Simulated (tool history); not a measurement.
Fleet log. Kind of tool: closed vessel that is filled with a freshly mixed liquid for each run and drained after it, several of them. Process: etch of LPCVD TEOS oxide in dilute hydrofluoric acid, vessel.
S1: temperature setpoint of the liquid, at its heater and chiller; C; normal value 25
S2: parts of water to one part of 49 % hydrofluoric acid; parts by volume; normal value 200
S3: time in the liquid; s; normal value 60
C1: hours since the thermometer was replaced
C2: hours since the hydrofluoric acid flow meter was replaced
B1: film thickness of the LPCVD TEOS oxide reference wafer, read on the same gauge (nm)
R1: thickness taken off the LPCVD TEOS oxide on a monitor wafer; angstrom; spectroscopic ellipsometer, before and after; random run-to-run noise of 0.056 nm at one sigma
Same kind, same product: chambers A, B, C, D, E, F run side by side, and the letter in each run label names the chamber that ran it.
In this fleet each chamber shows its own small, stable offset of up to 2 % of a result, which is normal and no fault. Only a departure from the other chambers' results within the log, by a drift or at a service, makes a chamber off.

run 1F hour=7.9 | S1=25 S2=200 S3=60 | C1=1440.8 C2=460.0 | B1=149.99 | R1=87.307
run 2A hour=14.5 | S1=25 S2=200 S3=60 | C1=278.0 C2=327.3 | B1=150.05 | R1=88.470
run 3E hour=21.9 | S1=25 S2=200 S3=60 | C1=2119.5 C2=382.9 | B1=150.01 | R1=87.172
run 4B hour=26.4 | S1=25 S2=200 S3=60 | C1=2023.0 C2=163.0 | B1=149.99 | R1=86.431
run 5C hour=31.6 | S1=25 S2=200 S3=60 | C1=1295.8 C2=161.4 | B1=149.98 | R1=88.376
run 6D hour=38.6 | S1=25 S2=200 S3=60 | C1=721.3 C2=195.2 | B1=149.96 | R1=88.542
run 7C hour=45.4 | S1=25 S2=200 S3=60 | C1=1309.6 C2=175.2 | B1=150.01 | R1=88.849
run 8D hour=50.0 | S1=25 S2=125 S3=60 | C1=732.7 C2=206.6 | B1=150.02 | R1=153.370
run 9A hour=57.8 | S1=25 S2=125 S3=60 | C1=321.3 C2=370.6 | B1=150.04 | R1=152.050
run 10E hour=62.9 | S1=25 S2=125 S3=60 | C1=2160.5 C2=423.9 | B1=150.05 | R1=151.040
run 11F hour=67.2 | S1=25 S2=125 S3=60 | C1=1500.1 C2=519.3 | B1=150.02 | R1=150.890
run 12B hour=72.6 | S1=25 S2=125 S3=60 | C1=2069.2 C2=209.2 | B1=149.98 | R1=152.060
run 13B hour=78.5 | S1=25 S2=125 S3=60 | C1=2075.1 C2=215.1 | B1=149.95 | R1=153.350
run 14F hour=85.1 | S1=25 S2=200 S3=60 | C1=1518.0 C2=537.2 | B1=149.97 | R1=86.069
run 15C hour=90.4 | S1=25 S2=200 S3=60 | C1=1354.6 C2=220.2 | B1=149.97 | R1=86.211
run 16A hour=94.4 | S1=25 S2=200 S3=60 | C1=357.9 C2=407.2 | B1=150.02 | R1=86.983
run 17E hour=99.7 | S1=25 S2=200 S3=60 | C1=2197.3 C2=460.7 | B1=150.06 | R1=86.767
run 18D hour=106.2 | S1=25 S2=200 S3=60 | C1=788.9 C2=262.8 | B1=150.00 | R1=87.684
run 19F hour=110.3 | S1=25 S2=200 S3=60 | C1=1543.2 C2=562.4 | B1=149.96 | R1=86.902
run 20C hour=116.7 | S1=25 S2=200 S3=60 | C1=1380.9 C2=246.5 | B1=150.00 | R1=85.272
run 21E hour=124.2 | S1=25 S2=200 S3=60 | C1=2221.8 C2=485.2 | B1=150.04 | R1=86.179
-- hour=127.6 chamber F: thermometer replaced
run 22A hour=131.4 | S1=25 S2=200 S3=60 | C1=394.9 C2=444.2 | B1=150.03 | R1=88.269
run 23D hour=136.2 | S1=25 S2=200 S3=60 | C1=818.9 C2=292.8 | B1=149.96 | R1=88.382
run 24B hour=144.1 | S1=25 S2=200 S3=60 | C1=2140.7 C2=280.7 | B1=150.03 | R1=86.405
run 25F hour=151.8 | S1=25 S2=200 S3=60 | C1=24.3 C2=603.9 | B1=150.00 | R1=86.332
run 26D hour=158.4 | S1=25 S2=200 S3=60 | C1=841.1 C2=315.0 | B1=149.98 | R1=87.381
run 27B hour=164.7 | S1=25 S2=200 S3=60 | C1=2161.3 C2=301.3 | B1=149.99 | R1=85.513
run 28C hour=170.2 | S1=25 S2=245 S3=60 | C1=1434.4 C2=300.0 | B1=150.04 | R1=65.902
run 29E hour=178.3 | S1=25 S2=245 S3=60 | C1=2275.9 C2=539.3 | B1=150.04 | R1=67.368
run 30A hour=186.5 | S1=25 S2=245 S3=60 | C1=450.0 C2=499.3 | B1=150.03 | R1=67.949
run 31F hour=192.4 | S1=25 S2=245 S3=60 | C1=64.9 C2=644.5 | B1=150.02 | R1=67.499
run 32E hour=200.6 | S1=25 S2=245 S3=60 | C1=2298.2 C2=561.6 | B1=149.95 | R1=67.571
run 33B hour=206.2 | S1=25 S2=245 S3=60 | C1=2202.8 C2=342.8 | B1=149.98 | R1=66.386
run 34D hour=211.6 | S1=25 S2=200 S3=60 | C1=894.3 C2=368.2 | B1=150.01 | R1=86.749
run 35A hour=218.1 | S1=25 S2=200 S3=60 | C1=481.6 C2=530.9 | B1=150.03 | R1=87.562
run 36C hour=224.7 | S1=25 S2=200 S3=60 | C1=1488.9 C2=354.5 | B1=149.99 | R1=83.112
run 37E hour=230.9 | S1=25 S2=200 S3=60 | C1=2328.5 C2=591.9 | B1=150.03 | R1=86.603
run 38A hour=237.7 | S1=25 S2=200 S3=60 | C1=501.2 C2=550.5 | B1=149.98 | R1=88.964
run 39C hour=244.2 | S1=25 S2=200 S3=60 | C1=1508.4 C2=374.0 | B1=150.00 | R1=81.861
run 40F hour=250.2 | S1=25 S2=200 S3=60 | C1=122.7 C2=702.3 | B1=150.00 | R1=87.493
-- hour=253.9 chamber E: thermometer replaced
run 41B hour=258.4 | S1=25 S2=200 S3=60 | C1=2255.0 C2=395.0 | B1=150.03 | R1=85.618
run 42D hour=264.2 | S1=25 S2=200 S3=60 | C1=946.9 C2=420.8 | B1=150.03 | R1=88.543
run 43B hour=271.0 | S1=25 S2=200 S3=60 | C1=2267.6 C2=407.6 | B1=150.01 | R1=85.959
run 44E hour=274.8 | S1=25 S2=200 S3=60 | C1=20.9 C2=635.8 | B1=149.98 | R1=87.319

Each of the 6 chambers runs these same settings next. Fill in every chamber's results:
run 45A hour=280.7 | S1=25 S2=200 S3=80 | R1=?
run 45B hour=280.7 | S1=25 S2=200 S3=80 | R1=?
run 45C hour=280.7 | S1=25 S2=200 S3=80 | R1=?
run 45D hour=280.7 | S1=25 S2=200 S3=80 | R1=?
run 45E hour=280.7 | S1=25 S2=200 S3=80 | R1=?
run 45F hour=280.7 | S1=25 S2=200 S3=80 | R1=?

run=45A R1=117.780
run=45B R1=114.870
run=45C R1=107.380
run=45D R1=116.320
run=45E R1=115.840
run=45F R1=116.200
